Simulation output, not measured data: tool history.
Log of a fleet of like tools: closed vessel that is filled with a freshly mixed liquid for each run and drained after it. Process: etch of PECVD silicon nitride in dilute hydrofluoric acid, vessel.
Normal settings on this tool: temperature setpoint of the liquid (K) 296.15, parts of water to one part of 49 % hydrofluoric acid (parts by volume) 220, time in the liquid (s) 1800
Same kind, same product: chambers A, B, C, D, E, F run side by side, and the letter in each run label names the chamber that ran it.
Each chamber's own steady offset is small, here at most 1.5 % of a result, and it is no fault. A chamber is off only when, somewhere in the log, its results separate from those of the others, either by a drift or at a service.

run	hour	temperature setpoint of the liquid (K)	parts of water to one part of 49 % hydrofluoric acid (parts by volume)	time in the liquid (s)	read-back film thickness of the PECVD silicon nitride reference wafer, read on the same gauge (nm)	thickness taken off the PECVD silicon nitride on a monitor wafer (nm)
1D	3.4	296.15	220	1800	99.992	18.354
2B	8.3	296.15	220	1800	99.982	18.443
3A	13.3	296.15	220	1800	99.977	17.922
4E	19.7	296.15	220	1800	100.02	18.27
5F	25.2	296.15	220	1800	99.979	18.252
6C	28.9	296.15	220	1800	100.02	18.298
7F	35.3	296.15	130	1800	99.993	30.276
8D	40.6	296.15	130	1800	100.02	29.985
9E	44.1	296.15	130	1800	100.05	30.58
10C	47.3	296.15	130	1800	100.04	30.52
11A	51.5	296.15	130	1800	100.02	30.456
12B	56.3	296.15	130	1800	99.972	30.681
13F	62.6	296.15	220	1800	100.02	17.806
14A	65.4	299.65	220	2295	99.999	28.451
15C	68.6	299.65	220	2295	100.02	28.913
16B	74.7	299.65	220	2295	100.02	29.233
17E	78.3	299.65	220	2295	100.01	28.887
18D	83.6	299.65	220	2295	99.98	28.97
19D	89.6	299.65	220	2295	99.994	28.46
20C	95.4	296.15	220	1800	99.967	18.407
21F	98.7	296.15	220	1800	100.01	17.896
22A	102.8	296.15	220	1800	99.951	18.094
23B	106.6	296.15	275	1280	100	10.435
24E	110.1	296.15	275	1280	100	10.284
25B	115.2	296.15	275	1280	99.986	10.524
26C	120.9	296.15	275	1280	100.01	10.531
27F	125.9	296.15	275	1280	99.996	10.278
28D	130.2	296.15	275	1280	99.984	10.584
29A	135.4	296.15	220	1800	100	18.221
30E	138.5	296.15	220	1800	100.02	18.373
31C	141.5	296.15	220	1800	100	18.129
32B	146	296.15	220	2645	100	26.906
33A	151	296.15	220	2645	99.99	26.522
34D	157.5	296.15	220	2645	99.986	26.624
35F	161.6	296.15	220	2645	100.03	26.746
36E	164.7	296.15	220	2645	99.998	26.774
37A	168.7	296.15	220	2645	99.99	26.619

Decide between three cases: one chamber stands off from its peers, the gauge reading all wafers drifts, or nothing is wrong past each chamber's small offset. Where a chamber is off, say which and what most likely put it there.

No chamber stands off beyond its own small offset, and the gauge holds steady.
